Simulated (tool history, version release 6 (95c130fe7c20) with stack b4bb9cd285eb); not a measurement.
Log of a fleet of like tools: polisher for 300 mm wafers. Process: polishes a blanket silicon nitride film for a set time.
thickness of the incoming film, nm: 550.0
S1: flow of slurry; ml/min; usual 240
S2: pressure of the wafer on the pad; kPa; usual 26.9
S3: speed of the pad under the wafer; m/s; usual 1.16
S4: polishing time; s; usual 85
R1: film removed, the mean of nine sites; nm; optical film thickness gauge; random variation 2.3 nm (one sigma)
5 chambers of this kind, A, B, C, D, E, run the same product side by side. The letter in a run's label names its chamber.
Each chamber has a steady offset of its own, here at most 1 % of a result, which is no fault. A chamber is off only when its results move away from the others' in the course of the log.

Run 1A, hour 3.0: usual settings. Result: R1 160.51 nm.
Run 2E, hour 6.8: usual settings. Result: R1 166.48 nm.
Run 3D, hour 9.8: usual settings. Result: R1 162.14 nm.
At hour 10.3: chamber D: worn pad replaced by a new one.
Run 4B, hour 11.8: usual settings. Result: R1 158.50 nm.
At hour 12.3: chamber D: head pressure recalibrated.
Run 5C, hour 15.4: usual settings. Result: R1 166.67 nm.
Run 6A, hour 18.1: usual settings. Result: R1 162.00 nm.
At hour 21.2: chamber A: worn pad replaced by a new one.
Run 7D, hour 21.9: usual settings. Result: R1 158.26 nm.
Run 8E, hour 25.1: usual settings. Result: R1 159.56 nm.
Run 9B, hour 28.5: usual settings. Result: R1 167.84 nm.
Run 10C, hour 32.7: usual settings but S1 290 ml/min, S4 105 s. Result: R1 203.62 nm.
Run 11E, hour 36.2: usual settings but S1 290 ml/min, S4 105 s. Result: R1 203.09 nm.
Run 12A, hour 38.3: usual settings but S1 290 ml/min, S4 105 s. Result: R1 197.27 nm.
Run 13D, hour 41.6: usual settings but S1 290 ml/min, S4 105 s. Result: R1 204.77 nm.
At hour 43.5: chamber E: worn pad replaced by a new one.
Run 14B, hour 45.8: usual settings but S1 290 ml/min, S4 105 s. Result: R1 202.48 nm.
Run 15C, hour 49.8: usual settings. Result: R1 164.95 nm.
Run 16C, hour 53.6: usual settings but S1 195 ml/min, S2 35.2 kPa. Result: R1 205.45 nm.
Run 17A, hour 56.6: usual settings but S1 195 ml/min, S2 35.2 kPa. Result: R1 204.55 nm.
Run 18E, hour 59.2: usual settings but S1 195 ml/min, S2 35.2 kPa. Result: R1 203.86 nm.
Run 19B, hour 62.4: usual settings but S1 195 ml/min, S2 35.2 kPa. Result: R1 205.50 nm.
Run 20D, hour 66.5: usual settings but S1 195 ml/min, S2 35.2 kPa. Result: R1 207.58 nm.
Run 21B, hour 70.2: usual settings. Result: R1 165.96 nm.
Run 22A, hour 74.5: usual settings. Result: R1 164.50 nm.
Run 23E, hour 78.2: usual settings. Result: R1 161.80 nm.
Run 24D, hour 81.9: usual settings. Result: R1 164.46 nm.
Run 25C, hour 86.0: usual settings. Result: R1 162.49 nm.
Run 26B, hour 88.2: usual settings. Result: R1 160.23 nm.
Run 27C, hour 91.6: usual settings. Result: R1 165.14 nm.
At hour 92.5: chamber B: slurry nozzle cleaned.
Run 28D, hour 94.9: usual settings. Result: R1 158.88 nm.
At hour 96.9: chamber D: slurry nozzle cleaned.
Run 29E, hour 98.5: usual settings. Result: R1 155.62 nm.
Run 30A, hour 102.2: usual settings. Result: R1 164.07 nm.
At hour 105.1: chamber B: worn pad replaced by a new one.
Run 31B, hour 105.4: usual settings. Result: R1 160.05 nm.
Run 32E, hour 107.3: usual settings. Result: R1 158.60 nm.
Run 33D, hour 109.8: usual settings. Result: R1 157.67 nm.
At hour 110.0: chamber C: worn pad replaced by a new one.
Run 34A, hour 113.4: usual settings. Result: R1 159.79 nm.
Run 35C, hour 116.2: usual settings. Result: R1 163.37 nm.
Run 36D, hour 120.2: usual settings. Result: R1 157.65 nm.
At hour 123.3: chamber E: slurry nozzle cleaned.
Run 37E, hour 124.1: usual settings. Result: R1 164.54 nm.
At hour 124.6: chamber A: worn pad replaced by a new one.
Run 38A, hour 127.3: usual settings. Result: R1 160.86 nm.
Run 39B, hour 130.0: usual settings. Result: R1 161.69 nm.
Run 40C, hour 132.3: usual settings. Result: R1 163.63 nm.

All 5 chambers run these settings next. Forecast each chamber's results:
Run 41A, hour 135.4: usual settings but S2 17.2 kPa. Result: R1 ?.
Run 41B, hour 135.4: usual settings but S2 17.2 kPa. Result: R1 ?.
Run 41C, hour 135.4: usual settings but S2 17.2 kPa. Result: R1 ?.
Run 41D, hour 135.4: usual settings but S2 17.2 kPa. Result: R1 ?.
Run 41E, hour 135.4: usual settings but S2 17.2 kPa. Result: R1 ?.

run      R1
41A  101.57
41B  107.42
41C  103.45
41D  102.12
41E  101.88

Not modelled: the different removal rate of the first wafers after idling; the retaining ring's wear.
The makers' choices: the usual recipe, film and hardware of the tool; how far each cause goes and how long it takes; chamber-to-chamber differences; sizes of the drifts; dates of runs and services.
